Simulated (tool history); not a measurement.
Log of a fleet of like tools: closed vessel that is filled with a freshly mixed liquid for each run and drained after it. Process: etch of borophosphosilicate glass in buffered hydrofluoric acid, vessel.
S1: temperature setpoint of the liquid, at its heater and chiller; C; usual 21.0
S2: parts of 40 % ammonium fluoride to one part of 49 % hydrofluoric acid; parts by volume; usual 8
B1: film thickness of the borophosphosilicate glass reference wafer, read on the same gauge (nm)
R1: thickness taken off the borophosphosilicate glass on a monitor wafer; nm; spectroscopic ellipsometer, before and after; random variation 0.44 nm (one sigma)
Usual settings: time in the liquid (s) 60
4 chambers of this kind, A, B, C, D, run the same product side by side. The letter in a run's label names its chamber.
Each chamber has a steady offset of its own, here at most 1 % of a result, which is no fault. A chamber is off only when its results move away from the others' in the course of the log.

{"run": "1A", "hour": 3.7, "S1": 21.0, "S2": 8, "time in the liquid (s)": 60, "B1": 39.987, "R1": 94.352}
{"run": "2B", "hour": 8.2, "S1": 21.0, "S2": 8, "time in the liquid (s)": 60, "B1": 40.019, "R1": 94.311}
{"run": "3D", "hour": 12.6, "S1": 21.0, "S2": 8, "time in the liquid (s)": 60, "B1": 40.008, "R1": 95.84}
{"run": "4C", "hour": 15.4, "S1": 21.0, "S2": 8, "time in the liquid (s)": 60, "B1": 39.98, "R1": 94.397}
{"run": "5B", "hour": 17.9, "S1": 21.0, "S2": 8, "time in the liquid (s)": 75, "B1": 39.973, "R1": 118.67}
{"run": "6C", "hour": 22.3, "S1": 21.0, "S2": 8, "time in the liquid (s)": 75, "B1": 40.035, "R1": 118.5}
{"run": "7D", "hour": 25.1, "S1": 21.0, "S2": 8, "time in the liquid (s)": 75, "B1": 40.019, "R1": 119.38}
{"run": "8A", "hour": 28.0, "S1": 21.0, "S2": 8, "time in the liquid (s)": 75, "B1": 39.993, "R1": 118.15}
{"run": "9B", "hour": 31.1, "S1": 21.0, "S2": 8, "time in the liquid (s)": 60, "B1": 40.004, "R1": 93.956}
{"run": "10D", "hour": 34.4, "S1": 21.0, "S2": 8, "time in the liquid (s)": 60, "B1": 39.98, "R1": 95.17}
{"run": "11A", "hour": 36.7, "S1": 21.0, "S2": 8, "time in the liquid (s)": 60, "B1": 39.994, "R1": 93.829}
{"run": "12C", "hour": 40.1, "S1": 21.0, "S2": 8, "time in the liquid (s)": 60, "B1": 39.995, "R1": 95.053}
{"run": "13A", "hour": 43.7, "S1": 21.0, "S2": 8, "time in the liquid (s)": 60, "B1": 40.024, "R1": 95.212}
{"hour": 45.2, "done": "chamber A: thermometer replaced"}
{"run": "14C", "hour": 46.6, "S1": 21.0, "S2": 8, "time in the liquid (s)": 60, "B1": 40.006, "R1": 93.729}
{"run": "15D", "hour": 50.2, "S1": 21.0, "S2": 8, "time in the liquid (s)": 60, "B1": 39.979, "R1": 95.851}
{"run": "16B", "hour": 52.5, "S1": 21.0, "S2": 8, "time in the liquid (s)": 60, "B1": 39.968, "R1": 95.029}
{"run": "17B", "hour": 56.0, "S1": 21.0, "S2": 8, "time in the liquid (s)": 60, "B1": 40.007, "R1": 95.227}
{"run": "18D", "hour": 60.8, "S1": 21.0, "S2": 8, "time in the liquid (s)": 60, "B1": 39.991, "R1": 94.835}
{"run": "19C", "hour": 65.3, "S1": 21.0, "S2": 8, "time in the liquid (s)": 60, "B1": 40.005, "R1": 94.845}
{"run": "20A", "hour": 69.1, "S1": 23.5, "S2": 11, "time in the liquid (s)": 60, "B1": 39.983, "R1": 81.228}
{"run": "21A", "hour": 72.7, "S1": 23.5, "S2": 11, "time in the liquid (s)": 60, "B1": 39.996, "R1": 80.891}
{"run": "22D", "hour": 77.1, "S1": 23.5, "S2": 11, "time in the liquid (s)": 60, "B1": 40.01, "R1": 81.258}
{"hour": 80.2, "done": "chamber B: hydrofluoric acid flow meter replaced"}
{"run": "23B", "hour": 81.0, "S1": 23.5, "S2": 11, "time in the liquid (s)": 60, "B1": 39.964, "R1": 81.073}
{"run": "24C", "hour": 83.2, "S1": 21.0, "S2": 8, "time in the liquid (s)": 60, "B1": 39.996, "R1": 93.798}
{"run": "25C", "hour": 87.6, "S1": 21.0, "S2": 8, "time in the liquid (s)": 60, "B1": 39.988, "R1": 94.17}
{"run": "26B", "hour": 89.8, "S1": 21.0, "S2": 8, "time in the liquid (s)": 60, "B1": 39.996, "R1": 95.221}
{"run": "27A", "hour": 91.9, "S1": 21.0, "S2": 8, "time in the liquid (s)": 60, "B1": 40.012, "R1": 95.211}
{"run": "28D", "hour": 94.4, "S1": 21.0, "S2": 6, "time in the liquid (s)": 35, "B1": 40.01, "R1": 74.549}
{"run": "29C", "hour": 97.1, "S1": 21.0, "S2": 6, "time in the liquid (s)": 35, "B1": 40.012, "R1": 73.503}
{"run": "30D", "hour": 100.0, "S1": 21.0, "S2": 6, "time in the liquid (s)": 35, "B1": 39.999, "R1": 74.474}
{"hour": 102.5, "done": "chamber A: hydrofluoric acid flow meter replaced"}
{"run": "31A", "hour": 104.0, "S1": 21.0, "S2": 6, "time in the liquid (s)": 35, "B1": 39.985, "R1": 72.433}
{"run": "32B", "hour": 107.2, "S1": 21.0, "S2": 8, "time in the liquid (s)": 60, "B1": 39.994, "R1": 94.332}
{"run": "33C", "hour": 109.5, "S1": 21.0, "S2": 8, "time in the liquid (s)": 60, "B1": 40.008, "R1": 94.931}
{"run": "34B", "hour": 112.1, "S1": 21.0, "S2": 8, "time in the liquid (s)": 60, "B1": 40.006, "R1": 94.46}
{"run": "35A", "hour": 116.7, "S1": 21.0, "S2": 8, "time in the liquid (s)": 60, "B1": 40.014, "R1": 95.295}
{"run": "36D", "hour": 120.8, "S1": 21.0, "S2": 8, "time in the liquid (s)": 60, "B1": 40.016, "R1": 95.075}
{"run": "37B", "hour": 125.0, "S1": 24.0, "S2": 8, "time in the liquid (s)": 75, "B1": 39.994, "R1": 139.62}
{"run": "38C", "hour": 128.6, "S1": 24.0, "S2": 8, "time in the liquid (s)": 75, "B1": 40.008, "R1": 139.82}
{"run": "39A", "hour": 132.8, "S1": 24.0, "S2": 8, "time in the liquid (s)": 75, "B1": 39.985, "R1": 139.81}
{"run": "40D", "hour": 136.9, "S1": 24.0, "S2": 8, "time in the liquid (s)": 75, "B1": 40.029, "R1": 141.08}
{"run": "41C", "hour": 140.3, "S1": 21.0, "S2": 8, "time in the liquid (s)": 90, "B1": 40.014, "R1": 141.7}
{"run": "42D", "hour": 142.6, "S1": 21.0, "S2": 8, "time in the liquid (s)": 90, "B1": 40.004, "R1": 142.53}

What goes on in this fleet: one chamber off, a drifting gauge, or nothing beyond the chambers' own small offsets? Name the chamber and the cause, if any.

No chamber stands off beyond its own small offset, and the gauge holds steady.
